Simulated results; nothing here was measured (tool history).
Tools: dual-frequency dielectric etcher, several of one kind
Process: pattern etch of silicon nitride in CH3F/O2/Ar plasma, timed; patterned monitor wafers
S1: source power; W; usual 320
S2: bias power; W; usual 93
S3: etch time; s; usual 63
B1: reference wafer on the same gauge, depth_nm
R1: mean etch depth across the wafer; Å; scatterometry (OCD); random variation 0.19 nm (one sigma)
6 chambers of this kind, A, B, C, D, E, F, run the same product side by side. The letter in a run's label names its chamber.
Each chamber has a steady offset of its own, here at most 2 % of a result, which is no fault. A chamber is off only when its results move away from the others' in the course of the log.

Run 1E, hour 16.1: usual settings; B1 48.962. Result: R1 433.54 Å.
Run 2C, hour 29.8: usual settings; B1 48.929. Result: R1 443.45 Å.
At hour 34.9: chamber B: wet clean of the chamber.
Run 3A, hour 38.2: usual settings; B1 48.862. Result: R1 438.89 Å.
At hour 40.6: chamber E: wet clean of the chamber.
Run 4F, hour 50.4: usual settings; B1 48.902. Result: R1 439.80 Å.
Run 5D, hour 63.3: usual settings; B1 48.865. Result: R1 442.56 Å.
Run 6B, hour 75.2: usual settings; B1 48.884. Result: R1 442.82 Å.
Run 7A, hour 89.0: usual settings but S2 106 W; B1 48.909. Result: R1 462.55 Å.
Run 8C, hour 101.4: usual settings but S2 106 W; B1 48.913. Result: R1 461.82 Å.
Run 9B, hour 116.3: usual settings but S2 106 W; B1 48.934. Result: R1 466.14 Å.
Run 10F, hour 125.9: usual settings but S2 106 W; B1 48.884. Result: R1 457.30 Å.
Run 11D, hour 138.3: usual settings but S2 106 W; B1 48.846. Result: R1 459.80 Å.
Run 12E, hour 152.8: usual settings but S2 106 W; B1 48.931. Result: R1 458.39 Å.
Run 13C, hour 166.1: usual settings; B1 48.946. Result: R1 442.58 Å.
Run 14B, hour 177.8: usual settings but S1 250 W; B1 48.927. Result: R1 402.85 Å.
Run 15E, hour 185.1: usual settings but S1 250 W; B1 48.942. Result: R1 398.78 Å.
At hour 194.4: chamber D: wet clean of the chamber.
Run 16D, hour 196.8: usual settings but S1 250 W; B1 48.893. Result: R1 400.65 Å.
Run 17A, hour 207.7: usual settings but S1 250 W; B1 48.920. Result: R1 403.41 Å.
Run 18F, hour 215.2: usual settings but S1 250 W; B1 48.871. Result: R1 402.23 Å.
Run 19F, hour 222.6: usual settings but S1 250 W; B1 48.933. Result: R1 402.94 Å.
Run 20C, hour 237.6: usual settings; B1 48.984. Result: R1 445.72 Å.
Run 21B, hour 250.2: usual settings; B1 48.872. Result: R1 440.00 Å.
Run 22D, hour 260.0: usual settings; B1 48.907. Result: R1 443.79 Å.
Run 23E, hour 268.5: usual settings; B1 48.819. Result: R1 433.95 Å.
At hour 271.7: chamber F: wet clean of the chamber.
Run 24A, hour 281.2: usual settings; B1 48.926. Result: R1 441.45 Å.
Run 25F, hour 293.9: usual settings but S1 290 W, S2 85 W; B1 48.881. Result: R1 387.67 Å.
Run 26A, hour 301.6: usual settings but S1 290 W, S2 85 W; B1 48.908. Result: R1 410.08 Å.
Run 27E, hour 312.3: usual settings but S1 290 W, S2 85 W; B1 48.900. Result: R1 402.18 Å.
Run 28D, hour 327.5: usual settings but S1 290 W, S2 85 W; B1 48.955. Result: R1 412.67 Å.
Run 29B, hour 339.7: usual settings but S1 290 W, S2 85 W; B1 48.904. Result: R1 411.85 Å.
Run 30C, hour 348.8: usual settings but S1 290 W, S2 85 W; B1 48.918. Result: R1 414.71 Å.
At hour 355.9: chamber C: wet clean of the chamber.
Run 31C, hour 363.9: usual settings but S1 260 W; B1 48.904. Result: R1 413.26 Å.
Run 32A, hour 377.1: usual settings but S1 260 W; B1 48.910. Result: R1 405.44 Å.
Run 33F, hour 390.1: usual settings but S1 260 W; B1 48.940. Result: R1 387.48 Å.
Run 34E, hour 397.5: usual settings but S1 260 W; B1 48.893. Result: R1 399.99 Å.
Run 35B, hour 407.7: usual settings but S1 260 W; B1 48.885. Result: R1 407.94 Å.
Run 36D, hour 416.1: usual settings but S1 260 W; B1 48.929. Result: R1 411.51 Å.
Run 37E, hour 423.5: usual settings; B1 48.884. Result: R1 436.56 Å.
Run 38C, hour 437.6: usual settings but S1 260 W, S2 110 W; B1 48.881. Result: R1 438.93 Å.
Run 39A, hour 452.4: usual settings but S1 260 W, S2 110 W; B1 48.946. Result: R1 432.56 Å.

What goes on in this fleet: one chamber off, a drifting gauge, or nothing beyond the chambers' own small offsets? Name the chamber and the cause, if any.

A service left chamber F off against the others.
Cause: etch rate under this chamber's usual, % = 4.76.

Here are 4 candidates for chamber F's next run, each the usual settings with a change, their results left as question marks. Which one brings its results back in line with what the others give on the usual settings?
In line means no further than this from the other chambers' mean on the usual settings: R1 6.70 Å
Run 40F-1, hour 463.9: usual settings but S1 410 W. Result: R1 ?.
Run 40F-2, hour 463.9: usual settings but S3 60 s. Result: R1 ?.
Run 40F-3, hour 463.9: usual settings but S3 66 s. Result: R1 ?.
Run 40F-4, hour 463.9: usual settings but S3 57 s. Result: R1 ?.

The other chambers' mean on the usual settings: R1 440.38 Å
  run      R1
40F-1  459.51
40F-2  399.01
40F-3  438.92
40F-4  379.06
40F-3 brings the chamber back in line.
